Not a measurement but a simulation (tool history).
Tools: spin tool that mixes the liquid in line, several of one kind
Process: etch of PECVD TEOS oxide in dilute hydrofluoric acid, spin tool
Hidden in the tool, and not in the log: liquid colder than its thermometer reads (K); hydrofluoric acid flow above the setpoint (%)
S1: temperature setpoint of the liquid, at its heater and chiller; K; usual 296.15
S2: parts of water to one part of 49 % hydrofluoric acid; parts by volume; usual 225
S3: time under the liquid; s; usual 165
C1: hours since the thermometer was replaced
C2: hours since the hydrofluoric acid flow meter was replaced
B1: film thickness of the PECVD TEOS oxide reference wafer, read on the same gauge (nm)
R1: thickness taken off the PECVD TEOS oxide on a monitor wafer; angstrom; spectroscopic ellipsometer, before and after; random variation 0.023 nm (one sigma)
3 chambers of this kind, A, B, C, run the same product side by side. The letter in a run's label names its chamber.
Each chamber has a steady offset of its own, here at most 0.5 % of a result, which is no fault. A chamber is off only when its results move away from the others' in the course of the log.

| run | hour | S1 | S2 | S3 | C1 | C2 | B1 | R1 |
|---|---|---|---|---|---|---|---|---|
| 1A | 10.2 | 296.15 | 225 | 165 | 1081.3 | 531.1 | 69.977 | 59.462 |
| 2B | 17.2 | 296.15 | 225 | 165 | 171.8 | 2097.4 | 69.976 | 60.413 |
| 3C | 29.2 | 296.15 | 225 | 165 | 962.5 | 1039.3 | 69.988 | 60.229 |
| 4A | 40.0 | 296.15 | 225 | 165 | 1111.1 | 560.9 | 70.028 | 60.175 |
| 5B | 52.4 | 293.15 | 225 | 165 | 207.0 | 2132.6 | 69.975 | 53.950 |
| 6C | 63.0 | 293.15 | 225 | 165 | 996.3 | 1073.1 | 69.998 | 54.064 |
| 7A | 71.3 | 293.15 | 225 | 165 | 1142.4 | 592.2 | 70.030 | 53.475 |
|  | 73.8 | chamber C: hydrofluoric acid flow meter replaced |
| 8C | 77.4 | 296.15 | 225 | 165 | 1010.7 | 3.6 | 69.979 | 60.293 |
| 9B | 84.0 | 296.15 | 225 | 165 | 238.6 | 2164.2 | 69.944 | 60.626 |
| 10C | 95.6 | 296.15 | 225 | 165 | 1028.9 | 21.8 | 70.020 | 60.552 |
| 11A | 106.8 | 296.15 | 225 | 165 | 1177.9 | 627.7 | 70.023 | 59.904 |
| 12B | 114.5 | 296.15 | 225 | 165 | 269.1 | 2194.7 | 69.947 | 60.369 |
| 13B | 120.8 | 296.15 | 225 | 165 | 275.4 | 2201.0 | 70.027 | 60.472 |
| 14C | 132.8 | 296.15 | 225 | 165 | 1066.1 | 59.0 | 69.996 | 60.551 |
| 15A | 141.6 | 296.15 | 225 | 165 | 1212.7 | 662.5 | 69.977 | 59.294 |
| 16C | 147.6 | 293.15 | 225 | 165 | 1080.9 | 73.8 | 69.947 | 54.286 |
| 17B | 153.0 | 293.15 | 225 | 165 | 307.6 | 2233.2 | 69.987 | 54.078 |
| 18A | 159.5 | 293.15 | 225 | 165 | 1230.6 | 680.4 | 70.020 | 52.876 |
| 19C | 171.5 | 296.15 | 225 | 165 | 1104.8 | 97.7 | 70.011 | 60.182 |
| 20A | 181.1 | 296.15 | 225 | 165 | 1252.2 | 702.0 | 69.988 | 59.349 |
| 21B | 192.1 | 296.15 | 160 | 80 | 346.7 | 2272.3 | 69.998 | 44.376 |
| 22A | 202.7 | 296.15 | 160 | 80 | 1273.8 | 723.6 | 69.975 | 43.309 |
| 23C | 208.3 | 296.15 | 160 | 80 | 1141.6 | 134.5 | 70.046 | 43.714 |
| 24B | 218.3 | 296.15 | 300 | 165 | 372.9 | 2298.5 | 69.986 | 41.754 |

All 3 chambers run these settings next. Forecast each chamber's results:
| 25A | 227.2 | 296.15 | 225 | 165 |  |  |  | ? |
| 25B | 227.2 | 296.15 | 225 | 165 |  |  |  | ? |
| 25C | 227.2 | 296.15 | 225 | 165 |  |  |  | ? |

| run | R1 |
|---|---|
| 25A | 58.348 |
| 25B | 60.568 |
| 25C | 60.260 |

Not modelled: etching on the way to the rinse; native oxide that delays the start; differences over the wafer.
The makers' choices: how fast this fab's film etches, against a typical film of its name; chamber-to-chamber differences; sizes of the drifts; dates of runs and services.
